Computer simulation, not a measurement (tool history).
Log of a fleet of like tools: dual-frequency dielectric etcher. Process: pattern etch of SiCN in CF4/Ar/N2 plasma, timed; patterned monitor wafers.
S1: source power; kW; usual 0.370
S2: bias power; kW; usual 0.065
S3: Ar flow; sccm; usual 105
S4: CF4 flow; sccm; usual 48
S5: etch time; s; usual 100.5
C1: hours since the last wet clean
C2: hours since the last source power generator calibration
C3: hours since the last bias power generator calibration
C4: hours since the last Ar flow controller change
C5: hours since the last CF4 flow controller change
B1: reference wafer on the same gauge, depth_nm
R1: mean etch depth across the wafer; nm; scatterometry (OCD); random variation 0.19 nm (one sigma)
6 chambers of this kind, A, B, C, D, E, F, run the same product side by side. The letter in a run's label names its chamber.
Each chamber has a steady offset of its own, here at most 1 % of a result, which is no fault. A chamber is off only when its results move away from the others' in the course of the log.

run 1A hour=7.8 | S1=0.370 S2=0.065 S3=105 S4=48 S5=100.5 | C1=283.1 C2=4659.5 C3=2711.5 C4=485.2 C5=2263.6 | B1=67.446 | R1=66.028
-- hour=17.9 chamber A: source power generator calibrated
run 2D hour=18.6 | S1=0.370 S2=0.065 S3=105 S4=48 S5=100.5 | C1=310.3 C2=1391.8 C3=1396.7 C4=1445.8 C5=3262.6 | B1=67.339 | R1=65.923
run 3B hour=28.0 | S1=0.370 S2=0.065 S3=105 S4=48 S5=100.5 | C1=293.9 C2=153.4 C3=2794.7 C4=563.1 C5=1265.4 | B1=67.399 | R1=65.583
run 4F hour=35.6 | S1=0.370 S2=0.065 S3=105 S4=48 S5=100.5 | C1=361.8 C2=2395.9 C3=2567.4 C4=534.9 C5=2758.3 | B1=67.420 | R1=65.389
run 5C hour=41.3 | S1=0.370 S2=0.065 S3=105 S4=48 S5=100.5 | C1=162.0 C2=2767.9 C3=1857.0 C4=1970.2 C5=652.6 | B1=67.401 | R1=65.771
run 6E hour=50.0 | S1=0.370 S2=0.065 S3=105 S4=48 S5=100.5 | C1=99.7 C2=511.1 C3=987.9 C4=2026.9 C5=773.8 | B1=67.362 | R1=65.092
run 7E hour=57.9 | S1=0.370 S2=0.065 S3=105 S4=48 S5=100.5 | C1=107.6 C2=519.0 C3=995.8 C4=2034.8 C5=781.7 | B1=67.407 | R1=65.260
run 8F hour=65.8 | S1=0.370 S2=0.065 S3=105 S4=48 S5=100.5 | C1=392.0 C2=2426.1 C3=2597.6 C4=565.1 C5=2788.5 | B1=67.401 | R1=66.035
run 9A hour=72.4 | S1=0.370 S2=0.065 S3=105 S4=48 S5=100.5 | C1=347.7 C2=54.6 C3=2776.1 C4=549.8 C5=2328.2 | B1=67.396 | R1=66.017
run 10C hour=82.3 | S1=0.370 S2=0.054 S3=105 S4=48 S5=72.5 | C1=203.0 C2=2808.9 C3=1898.0 C4=2011.2 C5=693.6 | B1=67.411 | R1=44.149
run 11D hour=91.3 | S1=0.370 S2=0.054 S3=105 S4=48 S5=72.5 | C1=383.0 C2=1464.5 C3=1469.4 C4=1518.5 C5=3335.3 | B1=67.413 | R1=44.066
-- hour=92.5 chamber F: wet clean of the chamber
run 12B hour=102.3 | S1=0.370 S2=0.054 S3=105 S4=48 S5=72.5 | C1=368.2 C2=227.7 C3=2869.0 C4=637.4 C5=1339.7 | B1=67.428 | R1=44.320
run 13B hour=111.0 | S1=0.370 S2=0.054 S3=105 S4=48 S5=72.5 | C1=376.9 C2=236.4 C3=2877.7 C4=646.1 C5=1348.4 | B1=67.408 | R1=44.015
run 14E hour=119.3 | S1=0.370 S2=0.054 S3=105 S4=48 S5=72.5 | C1=169.0 C2=580.4 C3=1057.2 C4=2096.2 C5=843.1 | B1=67.416 | R1=44.060
-- hour=121.8 chamber C: source power generator calibrated
run 15C hour=126.5 | S1=0.370 S2=0.054 S3=105 S4=48 S5=72.5 | C1=247.2 C2=4.7 C3=1942.2 C4=2055.4 C5=737.8 | B1=67.408 | R1=44.137
run 16D hour=131.9 | S1=0.370 S2=0.065 S3=105 S4=48 S5=100.5 | C1=423.6 C2=1505.1 C3=1510.0 C4=1559.1 C5=3375.9 | B1=67.415 | R1=65.762
-- hour=141.3 chamber D: wet clean of the chamber
run 17A hour=142.0 | S1=0.370 S2=0.065 S3=105 S4=48 S5=100.5 | C1=417.3 C2=124.2 C3=2845.7 C4=619.4 C5=2397.8 | B1=67.388 | R1=65.646
run 18F hour=151.5 | S1=0.370 S2=0.065 S3=105 S4=48 S5=100.5 | C1=59.0 C2=2511.8 C3=2683.3 C4=650.8 C5=2874.2 | B1=67.376 | R1=64.996
run 19F hour=158.3 | S1=0.370 S2=0.065 S3=105 S4=48 S5=100.5 | C1=65.8 C2=2518.6 C3=2690.1 C4=657.6 C5=2881.0 | B1=67.410 | R1=64.981
-- hour=165.1 chamber B: wet clean of the chamber
run 20C hour=165.7 | S1=0.400 S2=0.065 S3=105 S4=48 S5=112.0 | C1=286.4 C2=43.9 C3=1981.4 C4=2094.6 C5=777.0 | B1=67.378 | R1=77.869
run 21A hour=171.5 | S1=0.400 S2=0.065 S3=105 S4=48 S5=112.0 | C1=446.8 C2=153.7 C3=2875.2 C4=648.9 C5=2427.3 | B1=67.385 | R1=78.587
run 22D hour=183.4 | S1=0.400 S2=0.065 S3=105 S4=48 S5=112.0 | C1=42.2 C2=1556.6 C3=1561.5 C4=1610.6 C5=3427.4 | B1=67.405 | R1=77.834
run 23B hour=190.5 | S1=0.400 S2=0.065 S3=105 S4=48 S5=112.0 | C1=25.4 C2=315.9 C3=2957.2 C4=725.6 C5=1427.9 | B1=67.353 | R1=77.902
run 24E hour=199.6 | S1=0.400 S2=0.065 S3=105 S4=48 S5=112.0 | C1=249.3 C2=660.7 C3=1137.5 C4=2176.5 C5=923.4 | B1=67.366 | R1=77.856
run 25D hour=208.9 | S1=0.400 S2=0.065 S3=105 S4=48 S5=112.0 | C1=67.7 C2=1582.1 C3=1587.0 C4=1636.1 C5=3452.9 | B1=67.369 | R1=78.456
run 26A hour=215.0 | S1=0.370 S2=0.059 S3=127 S4=48 S5=100.5 | C1=490.3 C2=197.2 C3=2918.7 C4=692.4 C5=2470.8 | B1=67.403 | R1=61.532
run 27F hour=222.8 | S1=0.370 S2=0.059 S3=127 S4=48 S5=100.5 | C1=130.3 C2=2583.1 C3=2754.6 C4=722.1 C5=2945.5 | B1=67.355 | R1=60.135
run 28C hour=230.1 | S1=0.370 S2=0.059 S3=127 S4=48 S5=100.5 | C1=350.8 C2=108.3 C3=2045.8 C4=2159.0 C5=841.4 | B1=67.425 | R1=61.183
run 29E hour=238.4 | S1=0.370 S2=0.059 S3=127 S4=48 S5=100.5 | C1=288.1 C2=699.5 C3=1176.3 C4=2215.3 C5=962.2 | B1=67.370 | R1=61.091
run 30B hour=247.4 | S1=0.370 S2=0.059 S3=127 S4=48 S5=100.5 | C1=82.3 C2=372.8 C3=3014.1 C4=782.5 C5=1484.8 | B1=67.386 | R1=61.116
run 31B hour=256.1 | S1=0.370 S2=0.059 S3=127 S4=48 S5=100.5 | C1=91.0 C2=381.5 C3=3022.8 C4=791.2 C5=1493.5 | B1=67.409 | R1=60.967
run 32A hour=267.8 | S1=0.370 S2=0.065 S3=105 S4=48 S5=100.5 | C1=543.1 C2=250.0 C3=2971.5 C4=745.2 C5=2523.6 | B1=67.396 | R1=65.922
run 33E hour=273.2 | S1=0.370 S2=0.065 S3=105 S4=48 S5=100.5 | C1=322.9 C2=734.3 C3=1211.1 C4=2250.1 C5=997.0 | B1=67.402 | R1=65.249
run 34D hour=280.6 | S1=0.370 S2=0.065 S3=105 S4=48 S5=100.5 | C1=139.4 C2=1653.8 C3=1658.7 C4=1707.8 C5=3524.6 | B1=67.418 | R1=65.405
run 35C hour=286.2 | S1=0.370 S2=0.065 S3=105 S4=48 S5=100.5 | C1=406.9 C2=164.4 C3=2101.9 C4=2215.1 C5=897.5 | B1=67.460 | R1=65.383
run 36F hour=297.8 | S1=0.370 S2=0.065 S3=105 S4=48 S5=100.5 | C1=205.3 C2=2658.1 C3=2829.6 C4=797.1 C5=3020.5 | B1=67.436 | R1=63.534

What goes on in this fleet: one chamber off, a drifting gauge, or nothing beyond the chambers' own small offsets? Name the chamber and the cause, if any.

Chamber F drifts away from the others.
Cause: source power that arrives under what is set, % = 4.07.

Here are 4 candidates for chamber F's next run, each the usual settings with a change, their results left as question marks. Which one brings its results back in line with what the others give on the usual settings?
In line means no further than this from the other chambers' mean on the usual settings: R1 0.660 nm
run 37F-1 hour=306.3 | S1=0.370 S2=0.064 S3=106 S4=48 S5=95.5 | R1=?
run 37F-2 hour=306.3 | S1=0.380 S2=0.065 S3=105 S4=48 S5=104.0 | R1=?
run 37F-3 hour=306.3 | S1=0.380 S2=0.066 S3=104 S4=48 S5=100.5 | R1=?
run 37F-4 hour=306.3 | S1=0.370 S2=0.065 S3=105 S4=40 S5=100.5 | R1=?

The other chambers' mean on the usual settings: R1 65.537 nm
run=37F-1 R1=59.768
run=37F-2 R1=67.116
run=37F-3 R1=65.320
run=37F-4 R1=61.494
37F-3 brings the chamber back in line.
